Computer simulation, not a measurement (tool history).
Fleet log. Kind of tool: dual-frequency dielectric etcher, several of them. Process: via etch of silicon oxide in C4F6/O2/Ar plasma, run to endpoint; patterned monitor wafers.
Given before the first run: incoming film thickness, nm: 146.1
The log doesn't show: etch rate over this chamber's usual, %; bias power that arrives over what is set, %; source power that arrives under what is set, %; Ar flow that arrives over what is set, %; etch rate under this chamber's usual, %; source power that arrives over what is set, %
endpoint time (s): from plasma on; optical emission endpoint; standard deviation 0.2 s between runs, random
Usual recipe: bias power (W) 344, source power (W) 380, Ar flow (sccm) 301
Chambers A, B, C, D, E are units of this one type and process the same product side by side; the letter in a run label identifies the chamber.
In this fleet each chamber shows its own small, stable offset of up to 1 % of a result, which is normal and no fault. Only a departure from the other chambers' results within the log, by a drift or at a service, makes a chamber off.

| run | hour | bias power (W) | source power (W) | Ar flow (sccm) | hours since the last wet clean | hours since the last bias power generator calibration | hours since the last source power generator calibration | hours since the last Ar flow controller change | endpoint time (s) |
|---|---|---|---|---|---|---|---|---|---|
| 1B | 5.2 | 344 | 380 | 301 | 503.4 | 1882.7 | 658.6 | 746.2 | 37.675 |
| 2C | 10.2 | 344 | 380 | 301 | 330.7 | 3074.9 | 406.4 | 995.5 | 37.83 |
| 3A | 15 | 344 | 380 | 301 | 377 | 841.1 | 789.3 | 297.8 | 37.825 |
| 4E | 17.7 | 344 | 380 | 301 | 143.6 | 546.1 | 418.2 | 1776 | 37.569 |
| 5D | 23 | 344 | 380 | 301 | 188.3 | 1226.4 | 473.2 | 4526.3 | 37.403 |
| 6B | 26.4 | 344 | 380 | 301 | 524.6 | 1903.9 | 679.8 | 767.4 | 37.955 |
| 7E | 29.6 | 344 | 380 | 301 | 155.5 | 558 | 430.1 | 1787.9 | 37.358 |
| 8C | 34.1 | 344 | 380 | 301 | 354.6 | 3098.8 | 430.3 | 1019.4 | 37.265 |
| 9A | 38.7 | 344 | 380 | 301 | 400.7 | 864.8 | 813 | 321.5 | 37.711 |
| 10D | 41.6 | 344 | 380 | 301 | 206.9 | 1245 | 491.8 | 4544.9 | 37.511 |
| 11D | 45.9 | 344 | 380 | 301 | 211.2 | 1249.3 | 496.1 | 4549.2 | 37.573 |
| 12E | 49.1 | 344 | 380 | 301 | 175 | 577.5 | 449.6 | 1807.4 | 37.095 |
| 13A | 52.5 | 344 | 380 | 301 | 414.5 | 878.6 | 826.8 | 335.3 | 37.634 |
| 14C | 58 | 344 | 380 | 301 | 378.5 | 3122.7 | 454.2 | 1043.3 | 37.639 |
| 15B | 61.7 | 344 | 380 | 301 | 559.9 | 1939.2 | 715.1 | 802.7 | 38.104 |
| 16E | 65.3 | 344 | 380 | 301 | 191.2 | 593.7 | 465.8 | 1823.6 | 37.189 |
| 17B | 69.8 | 344 | 380 | 301 | 568 | 1947.3 | 723.2 | 810.8 | 37.962 |
| 18D | 72.3 | 344 | 380 | 301 | 237.6 | 1275.7 | 522.5 | 4575.6 | 37.581 |
|  | 77 | chamber B: wet clean of the chamber |
| 19A | 77.6 | 344 | 380 | 301 | 439.6 | 903.7 | 851.9 | 360.4 | 37.725 |
| 20C | 80.9 | 344 | 380 | 301 | 401.4 | 3145.6 | 477.1 | 1066.2 | 37.25 |
| 21E | 85.2 | 344 | 380 | 301 | 211.1 | 613.6 | 485.7 | 1843.5 | 37.502 |
| 22C | 90.3 | 344 | 380 | 301 | 410.8 | 3155 | 486.5 | 1075.6 | 37.52 |
| 23A | 93.9 | 344 | 380 | 359 | 455.9 | 920 | 868.2 | 376.7 | 38.093 |
| 24D | 96.6 | 344 | 380 | 359 | 261.9 | 1300 | 546.8 | 4599.9 | 38.021 |
| 25B | 99.9 | 344 | 380 | 359 | 22.9 | 1977.4 | 753.3 | 840.9 | 40.102 |
| 26D | 102.7 | 344 | 380 | 359 | 268 | 1306.1 | 552.9 | 4606 | 37.837 |
| 27C | 107.9 | 344 | 380 | 359 | 428.4 | 3172.6 | 504.1 | 1093.2 | 38.542 |
| 28A | 113.2 | 344 | 380 | 301 | 475.2 | 939.3 | 887.5 | 396 | 37.794 |
| 29B | 116.3 | 344 | 380 | 301 | 39.3 | 1993.8 | 769.7 | 857.3 | 39.078 |
| 30E | 121.1 | 344 | 380 | 301 | 247 | 649.5 | 521.6 | 1879.4 | 37.428 |
| 31A | 124.8 | 344 | 380 | 301 | 486.8 | 950.9 | 899.1 | 407.6 | 37.828 |
| 32C | 128 | 344 | 380 | 301 | 448.5 | 3192.7 | 524.2 | 1113.3 | 37.867 |
| 33D | 131.5 | 344 | 430 | 301 | 296.8 | 1334.9 | 581.7 | 4634.8 | 36.01 |
| 34B | 135.3 | 344 | 430 | 301 | 58.3 | 2012.8 | 788.7 | 876.3 | 37.298 |
| 35E | 139.3 | 344 | 430 | 301 | 265.2 | 667.7 | 539.8 | 1897.6 | 35.831 |
| 36D | 142.7 | 344 | 430 | 301 | 308 | 1346.1 | 592.9 | 4646 | 35.805 |
| 37B | 147.5 | 344 | 430 | 301 | 70.5 | 2025 | 800.9 | 888.5 | 37.191 |
| 38A | 151.9 | 344 | 380 | 301 | 513.9 | 978 | 926.2 | 434.7 | 37.216 |
|  | 152.1 | chamber A: wet clean of the chamber |
| 39C | 156.2 | 344 | 380 | 301 | 476.7 | 3220.9 | 552.4 | 1141.5 | 37.804 |
| 40E | 160.6 | 344 | 380 | 301 | 286.5 | 689 | 561.1 | 1918.9 | 37.499 |
| 41A | 163.9 | 344 | 380 | 301 | 11.8 | 990 | 938.2 | 446.7 | 37.579 |

Does one chamber stand apart from the rest, does the shared gauge drift, or is all well apart from small per-chamber offsets? Give the chamber and the most likely cause, where there is one.

After it was serviced, chamber B no longer matches the other chambers.
Cause: etch rate under this chamber's usual, % = 3.52.

Below are 4 candidate recipes for chamber B's next run, each the usual settings with a change, their results shown as question marks. Which of them brings B's results back in line with what the other chambers give on the usual settings?
In line here means within this much of the mean the other chambers give on the usual settings: endpoint time (s) 0.71
| 42B-1 | 168 | 339 | 370 | 302 |  |  |  |  | ? |
| 42B-2 | 168 | 298 | 380 | 301 |  |  |  |  | ? |
| 42B-3 | 168 | 349 | 390 | 301 |  |  |  |  | ? |
| 42B-4 | 168 | 363 | 410 | 296 |  |  |  |  | ? |

Mean of the other chambers on the usual settings: endpoint time (s) 37.499
| run | endpoint time (s) |
|---|---|
| 42B-1 | 40.07 |
| 42B-2 | 41.458 |
| 42B-3 | 38.875 |
| 42B-4 | 37.561 |
It is 42B-4 that realigns the chamber with its peers.
